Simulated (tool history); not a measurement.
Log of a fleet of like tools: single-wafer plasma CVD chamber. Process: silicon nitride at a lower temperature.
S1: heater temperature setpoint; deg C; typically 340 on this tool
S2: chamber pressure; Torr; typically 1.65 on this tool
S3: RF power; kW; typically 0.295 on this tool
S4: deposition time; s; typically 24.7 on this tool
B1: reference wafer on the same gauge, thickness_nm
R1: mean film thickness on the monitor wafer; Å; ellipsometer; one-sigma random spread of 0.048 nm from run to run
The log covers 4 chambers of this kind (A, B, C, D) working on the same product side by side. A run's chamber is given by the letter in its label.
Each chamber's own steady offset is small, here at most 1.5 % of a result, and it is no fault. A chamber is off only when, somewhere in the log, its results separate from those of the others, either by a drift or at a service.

| run | hour | S1 | S2 | S3 | S4 | B1 | R1 |
|---|---|---|---|---|---|---|---|
| 1D | 3.9 | 340 | 1.65 | 0.295 | 24.7 | 33.014 | 294.27 |
| 2A | 10.1 | 340 | 1.65 | 0.295 | 24.7 | 33.01 | 287.15 |
| 3B | 16 | 340 | 1.65 | 0.295 | 24.7 | 33.026 | 290.24 |
| 4C | 23.9 | 340 | 1.65 | 0.295 | 24.7 | 33.013 | 290.59 |
| 5A | 28.2 | 340 | 1.65 | 0.295 | 24.7 | 33.031 | 287.38 |
| 6C | 35.9 | 340 | 1.65 | 0.295 | 24.7 | 33.044 | 290.88 |
| 7D | 43.2 | 340 | 1.65 | 0.295 | 24.7 | 33.044 | 294.06 |
| 8B | 48 | 340 | 1.65 | 0.295 | 24.7 | 33.057 | 290.61 |
| 9D | 52.9 | 340 | 1.65 | 0.295 | 24.7 | 33.052 | 294.29 |
| 10B | 57.6 | 340 | 1.65 | 0.295 | 24.7 | 33.077 | 291.04 |
| 11A | 64.3 | 340 | 1.65 | 0.295 | 24.7 | 33.093 | 288.91 |
|  | 66.2 | chamber D: capacitance manometer re-zeroed and calibrated |
| 12C | 69 | 340 | 1.65 | 0.295 | 24.7 | 33.085 | 291.99 |
| 13D | 74.8 | 340 | 1.65 | 0.295 | 24.7 | 33.105 | 294.83 |
| 14C | 80.2 | 340 | 1.65 | 0.295 | 24.7 | 33.102 | 291.44 |
| 15A | 84.7 | 340 | 1.65 | 0.295 | 24.7 | 33.111 | 288.53 |
| 16B | 89.1 | 340 | 1.65 | 0.295 | 24.7 | 33.105 | 291.24 |
| 17D | 94.8 | 340 | 1.65 | 0.295 | 24.7 | 33.118 | 295.06 |
| 18B | 102.5 | 340 | 1.65 | 0.295 | 24.7 | 33.133 | 291.14 |
| 19A | 110.1 | 340 | 1.65 | 0.295 | 24.7 | 33.139 | 287.82 |
| 20C | 116.7 | 340 | 1.65 | 0.295 | 24.7 | 33.161 | 292.31 |
| 21C | 121.4 | 340 | 1.65 | 0.295 | 24.7 | 33.153 | 292.59 |
| 22D | 129.7 | 340 | 1.65 | 0.295 | 22.9 | 33.167 | 274.53 |
| 23A | 136.4 | 340 | 1.65 | 0.295 | 22.9 | 33.19 | 268.8 |
| 24B | 140.3 | 340 | 1.65 | 0.295 | 22.9 | 33.184 | 270.34 |
| 25A | 146.4 | 340 | 1.65 | 0.295 | 22.9 | 33.198 | 268.48 |
| 26C | 151 | 340 | 1.65 | 0.295 | 24.7 | 33.196 | 291.74 |
| 27B | 157.4 | 340 | 1.65 | 0.295 | 24.7 | 33.194 | 293.28 |
| 28D | 164.7 | 340 | 1.65 | 0.295 | 28.4 | 33.215 | 340.09 |
| 29C | 170.3 | 340 | 1.65 | 0.295 | 28.4 | 33.21 | 335.97 |

Each of the 4 chambers runs these same settings next. Fill in every chamber's results:
| 30A | 176.4 | 340 | 1.65 | 0.295 | 24.7 |  | ? |
| 30B | 176.4 | 340 | 1.65 | 0.295 | 24.7 |  | ? |
| 30C | 176.4 | 340 | 1.65 | 0.295 | 24.7 |  | ? |
| 30D | 176.4 | 340 | 1.65 | 0.295 | 24.7 |  | ? |

| run | R1 |
|---|---|
| 30A | 289.19 |
| 30B | 293.12 |
| 30C | 292.43 |
| 30D | 295.58 |
